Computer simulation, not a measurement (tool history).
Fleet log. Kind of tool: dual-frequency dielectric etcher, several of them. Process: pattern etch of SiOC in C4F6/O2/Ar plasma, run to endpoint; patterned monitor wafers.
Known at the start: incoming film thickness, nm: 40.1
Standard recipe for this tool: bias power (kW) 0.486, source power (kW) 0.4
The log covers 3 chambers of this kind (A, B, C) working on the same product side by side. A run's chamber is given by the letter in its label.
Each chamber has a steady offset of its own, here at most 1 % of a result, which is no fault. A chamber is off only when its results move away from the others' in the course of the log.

| run | hour | bias power (kW) | source power (kW) | hours since the last wet clean | hours since the last bias power generator calibration | hours since the last source power generator calibration | endpoint time (s) |
|---|---|---|---|---|---|---|---|
| 1A | 5.6 | 0.486 | 0.4 | 272.9 | 3864.4 | 1890.8 | 13.526 |
| 2B | 12.4 | 0.486 | 0.4 | 550 | 1703.4 | 1825.3 | 13.63 |
| 3C | 23.1 | 0.486 | 0.4 | 277.2 | 160.5 | 23.2 | 13.676 |
| 4C | 30.7 | 0.486 | 0.4 | 284.8 | 168.1 | 30.8 | 13.734 |
| 5A | 41.3 | 0.486 | 0.4 | 308.6 | 3900.1 | 1926.5 | 13.595 |
| 6B | 53.4 | 0.486 | 0.4 | 591 | 1744.4 | 1866.3 | 13.59 |
| 7C | 62 | 0.486 | 0.4 | 316.1 | 199.4 | 62.1 | 13.655 |
| 8B | 74.8 | 0.486 | 0.4 | 612.4 | 1765.8 | 1887.7 | 13.629 |
| 9A | 83.7 | 0.486 | 0.4 | 351 | 3942.5 | 1968.9 | 13.569 |
| 10C | 95.4 | 0.405 | 0.4 | 349.5 | 232.8 | 95.5 | 14.522 |
| 11B | 102.3 | 0.405 | 0.4 | 639.9 | 1793.3 | 1915.2 | 14.4 |
|  | 107.3 | chamber B: wet clean of the chamber |
| 12A | 113.4 | 0.405 | 0.4 | 380.7 | 3972.2 | 1998.6 | 14.522 |
| 13B | 119.9 | 0.486 | 0.4 | 12.7 | 1810.9 | 1932.8 | 13.628 |
| 14A | 129.5 | 0.486 | 0.4 | 396.8 | 3988.3 | 2014.7 | 13.493 |
| 15C | 138.1 | 0.486 | 0.4 | 392.2 | 275.5 | 138.2 | 13.634 |
| 16C | 147.5 | 0.486 | 0.4 | 401.6 | 284.9 | 147.6 | 13.724 |
| 17B | 157.8 | 0.486 | 0.4 | 50.6 | 1848.8 | 1970.7 | 13.604 |
| 18A | 167.8 | 0.486 | 0.4 | 435.1 | 4026.6 | 2053 | 13.466 |
| 19A | 173.9 | 0.486 | 0.4 | 441.2 | 4032.7 | 2059.1 | 13.431 |
| 20B | 182 | 0.486 | 0.4 | 74.8 | 1873 | 1994.9 | 13.573 |
| 21C | 190.7 | 0.486 | 0.44 | 444.8 | 328.1 | 190.8 | 13.063 |
| 22B | 200.5 | 0.486 | 0.44 | 93.3 | 1891.5 | 2013.4 | 13.137 |
| 23A | 210.4 | 0.486 | 0.44 | 477.7 | 4069.2 | 2095.6 | 12.894 |
|  | 215 | chamber A: bias power generator calibrated |
| 24C | 216.7 | 0.486 | 0.4 | 470.8 | 354.1 | 216.8 | 13.668 |
| 25A | 224.2 | 0.486 | 0.4 | 491.5 | 9.3 | 2109.4 | 13.327 |
| 26B | 230.6 | 0.486 | 0.4 | 123.4 | 1921.6 | 2043.5 | 13.575 |
|  | 238.9 | chamber C: wet clean of the chamber |
| 27C | 240.2 | 0.486 | 0.4 | 1.4 | 377.6 | 240.3 | 13.605 |
| 28B | 251.6 | 0.486 | 0.4 | 144.4 | 1942.6 | 2064.5 | 13.57 |
| 29C | 258.1 | 0.486 | 0.4 | 19.3 | 395.5 | 258.2 | 13.605 |
| 30A | 267.9 | 0.486 | 0.4 | 535.2 | 53 | 2153.1 | 13.075 |
| 31B | 276.3 | 0.486 | 0.4 | 169.1 | 1967.3 | 2089.2 | 13.712 |
| 32A | 288.8 | 0.486 | 0.4 | 556.1 | 73.9 | 2174 | 13.251 |
| 33C | 295.2 | 0.486 | 0.4 | 56.4 | 432.6 | 295.3 | 13.498 |
| 34C | 301.8 | 0.486 | 0.4 | 63 | 439.2 | 301.9 | 13.567 |
| 35A | 312.5 | 0.486 | 0.4 | 579.8 | 97.6 | 2197.7 | 13.083 |
| 36B | 324.2 | 0.391 | 0.4 | 217 | 2015.2 | 2137.1 | 14.657 |
| 37C | 331.7 | 0.391 | 0.4 | 92.9 | 469.1 | 331.8 | 14.666 |
| 38A | 341.5 | 0.391 | 0.4 | 608.8 | 126.6 | 2226.7 | 14.167 |
| 39B | 350.5 | 0.486 | 0.4 | 243.3 | 2041.5 | 2163.4 | 13.693 |
| 40B | 362.4 | 0.486 | 0.4 | 255.2 | 2053.4 | 2175.3 | 13.579 |
| 41C | 369.3 | 0.486 | 0.4 | 130.5 | 506.7 | 369.4 | 13.632 |

Does one chamber stand apart from the rest, does the shared gauge drift, or is all well apart from small per-chamber offsets? Give the chamber and the most likely cause, where there is one.

One chamber, A, drifts off from the rest bit by bit.
Cause: etch rate over this chamber's usual, % = 3.93.

Below are 4 candidate recipes for chamber A's next run, each the usual settings with a change, their results shown as question marks. Which of them brings A's results back in line with what the other chambers give on the usual settings?
To be in line, a result may differ from the other chambers' mean on the usual settings by at most: endpoint time (s) 0.19
| 42A-1 | 378.5 | 0.486 | 0.31 |  |  |  | ? |
| 42A-2 | 378.5 | 0.514 | 0.42 |  |  |  | ? |
| 42A-3 | 378.5 | 0.458 | 0.38 |  |  |  | ? |
| 42A-4 | 378.5 | 0.486 | 0.51 |  |  |  | ? |

Other chambers, usual settings, mean: endpoint time (s) 13.608
| run | endpoint time (s) |
|---|---|
| 42A-1 | 14.324 |
| 42A-2 | 12.535 |
| 42A-3 | 13.582 |
| 42A-4 | 11.91 |
The answer is 42A-3, which returns the chamber to within the allowed miss of the others.
